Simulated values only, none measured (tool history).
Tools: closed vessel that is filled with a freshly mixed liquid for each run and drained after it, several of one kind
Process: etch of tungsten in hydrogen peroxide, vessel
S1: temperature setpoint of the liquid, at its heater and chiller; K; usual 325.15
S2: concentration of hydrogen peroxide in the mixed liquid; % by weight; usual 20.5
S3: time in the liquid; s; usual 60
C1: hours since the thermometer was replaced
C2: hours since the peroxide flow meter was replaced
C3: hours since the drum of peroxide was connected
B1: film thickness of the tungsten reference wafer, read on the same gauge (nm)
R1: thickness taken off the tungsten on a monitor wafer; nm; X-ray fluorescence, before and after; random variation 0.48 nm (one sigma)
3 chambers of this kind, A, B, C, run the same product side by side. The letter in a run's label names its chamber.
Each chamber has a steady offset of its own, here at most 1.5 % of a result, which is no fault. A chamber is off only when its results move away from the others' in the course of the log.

run   hour      S1    S2  S3      C1      C2      C3      B1       R1
 1B    9.5  325.15  20.5  60   752.5  2077.4    66.1  110.00   78.129
 2A   16.9  325.15  20.5  60  1285.8    38.7   961.2  110.03   79.004
 3C   22.6  325.15  20.5  60   577.1   626.8   909.3  109.97   76.783
 4A   31.3  325.15  20.5  60  1300.2    53.1   975.6  110.03   77.879
      35.5  -- chamber C: peroxide flow meter replaced
 5C   36.6  315.65  20.5  45   591.1     1.2   923.3  110.03   32.135
 6B   42.7  315.65  20.5  45   785.7  2110.6    99.3  110.01   32.446
 7B   50.1  315.65  20.5  45   793.1  2118.0   106.7  109.98   32.547
 8C   57.9  325.15  20.5  60   612.4    22.5   944.6  110.02   76.736
 9A   66.0  325.15  20.5  60  1334.9    87.8  1010.3  110.02   78.956
10B   72.6  325.15  20.5  60   815.6  2140.5   129.2  110.01   77.667
11C   77.2  325.15  20.5  60   631.7    41.8   963.9  110.00   77.861
12A   83.6  331.65  20.5  60  1352.5   105.4  1027.9  110.00  115.710
13B   92.0  331.65  20.5  60   835.0  2159.9   148.6  110.03  113.170
14A  100.8  331.65  20.5  60  1369.7   122.6  1045.1  110.00  115.870
15C  107.6  325.15  20.5  60   662.1    72.2   994.3  110.02   76.748
16C  115.9  333.15  20.5  45   670.4    80.5  1002.6  110.00   91.710
17A  124.5  333.15  20.5  45  1393.4   146.3  1068.8  110.02   94.628
18B  129.3  333.15  20.5  45   872.3  2197.2   185.9  110.00   93.350
19C  134.9  325.15  25.0  60   689.4    99.5  1021.6  110.00   83.592
20B  139.5  325.15  25.0  60   882.5  2207.4   196.1  110.00   84.964
21A  147.2  325.15  25.0  60  1416.1   169.0  1091.5  110.00   86.474
22A  153.0  329.15  20.5  60  1421.9   174.8  1097.3  109.97   99.525
23B  160.8  329.15  20.5  60   903.8  2228.7   217.4  110.01   98.579
24C  169.0  329.15  20.5  60   723.5   133.6  1055.7  110.02   94.276
25C  177.2  325.15  20.5  60   731.7   141.8  1063.9  110.02   75.087
26A  186.1  325.15  20.5  60  1455.0   207.9  1130.4  110.00   78.045
27B  190.7  325.15  20.5  60   933.7  2258.6   247.3  109.99   76.567
28A  199.3  325.15  20.5  60  1468.2   221.1  1143.6  110.00   77.872

Next, every chamber runs the same settings. What will each give?
29A  206.4  325.15  20.5  60                   ?
29B  206.4  325.15  20.5  60                   ?
29C  206.4  325.15  20.5  60                   ?

run      R1
29A  78.462
29B  76.903
29C  73.769
